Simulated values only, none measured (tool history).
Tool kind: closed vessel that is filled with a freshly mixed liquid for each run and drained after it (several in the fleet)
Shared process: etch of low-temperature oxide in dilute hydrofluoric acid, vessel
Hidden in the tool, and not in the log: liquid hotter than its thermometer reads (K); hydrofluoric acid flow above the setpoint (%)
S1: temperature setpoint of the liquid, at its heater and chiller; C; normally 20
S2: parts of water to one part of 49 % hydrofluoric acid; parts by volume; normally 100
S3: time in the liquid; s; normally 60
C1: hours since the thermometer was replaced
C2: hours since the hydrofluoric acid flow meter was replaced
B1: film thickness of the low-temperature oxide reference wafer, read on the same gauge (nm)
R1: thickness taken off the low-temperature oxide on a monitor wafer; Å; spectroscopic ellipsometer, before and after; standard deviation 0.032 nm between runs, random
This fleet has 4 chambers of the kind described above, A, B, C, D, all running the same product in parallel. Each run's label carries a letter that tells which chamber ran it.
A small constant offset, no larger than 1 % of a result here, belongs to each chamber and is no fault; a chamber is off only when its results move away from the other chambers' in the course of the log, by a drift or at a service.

run,hour,S1,S2,S3,C1,C2,B1,R1
# hour 5.8: chamber B: thermometer replaced
1D,8.6,20,100,60,545.8,9.1,120.01,54.458
2C,16.3,20,100,60,318.3,919.1,120.01,54.392
3A,24,20,100,60,879.6,293.9,120,54.726
4B,34.9,20,100,60,29.2,301.6,120.01,54.675
5D,45.4,18.5,85,60,582.6,45.9,120.02,60.779
6B,52.4,18.5,85,60,46.7,319.1,120,61.824
7C,63.7,18.5,85,60,365.7,966.5,119.99,60.849
8A,75.9,18.5,85,60,931.5,345.8,119.97,61.947
9D,81.4,17,100,30,618.6,81.9,119.98,24.021
10A,92.4,17,100,30,948,362.3,120.02,24.268
11B,103.4,17,100,30,97.7,370.1,120,23.813
12C,114.6,17,100,30,416.6,1017.4,120,23.805
13D,126.3,20,100,60,663.5,126.8,120.01,54.088
14A,132.8,20,100,60,988.4,402.7,120,54.435
15C,144.3,24,100,40,446.3,1047.1,120.01,42.542
16B,155.3,24,100,40,149.6,422,119.99,42.86
17B,165.9,24,100,40,160.2,432.6,119.98,42.911
18C,178,24,100,40,480,1080.8,120.01,42.502
19A,184.5,20,100,60,1040.1,454.4,120,54.883
# hour 189.3: chamber B: hydrofluoric acid flow meter replaced
20D,195.6,20,100,60,732.8,196.1,120,54.941
21D,204.6,20,100,60,741.8,205.1,120,54.562
# hour 208.3: chamber A: hydrofluoric acid flow meter replaced
22B,211.2,20,100,60,205.5,21.9,119.99,54.539
23A,219.8,20,100,60,1075.4,11.6,119.99,54.126
24C,226.7,20,100,60,528.7,1129.5,120.01,54.227
25C,239,20,100,60,541,1141.8,120.01,53.705
26B,246.7,20,100,60,241,57.4,120,54.888
27D,252.6,20,100,60,789.8,253.1,119.98,54.269
28A,259.6,20,100,60,1115.2,51.4,120,54.626
29C,269.9,20,100,60,571.9,1172.7,120,54.33
30B,280.6,20,100,60,274.9,91.3,120.01,55.124
31D,292.3,20,100,35,829.5,292.8,120,31.538
32A,300.8,20,100,35,1156.4,92.6,120,31.555
33B,312.9,20,100,35,307.2,123.6,119.97,31.672
34D,322.9,20,100,35,860.1,323.4,120.01,31.827
35C,330.1,20,100,60,632.1,1232.9,120.01,54.218
36A,341.4,20,70,85,1197,133.2,120.01,116.06
37B,347.9,20,70,85,342.2,158.6,119.99,115.6
38A,353.3,20,70,85,1208.9,145.1,119.98,114.9

The same settings go to every chamber for the next run, one line per chamber below. Forecast the results for each:
39A,362.4,23,100,60,,,,?
39B,362.4,23,100,60,,,,?
39C,362.4,23,100,60,,,,?
39D,362.4,23,100,60,,,,?

run,R1
39A,61.189
39B,62.112
39C,61.407
39D,61.352
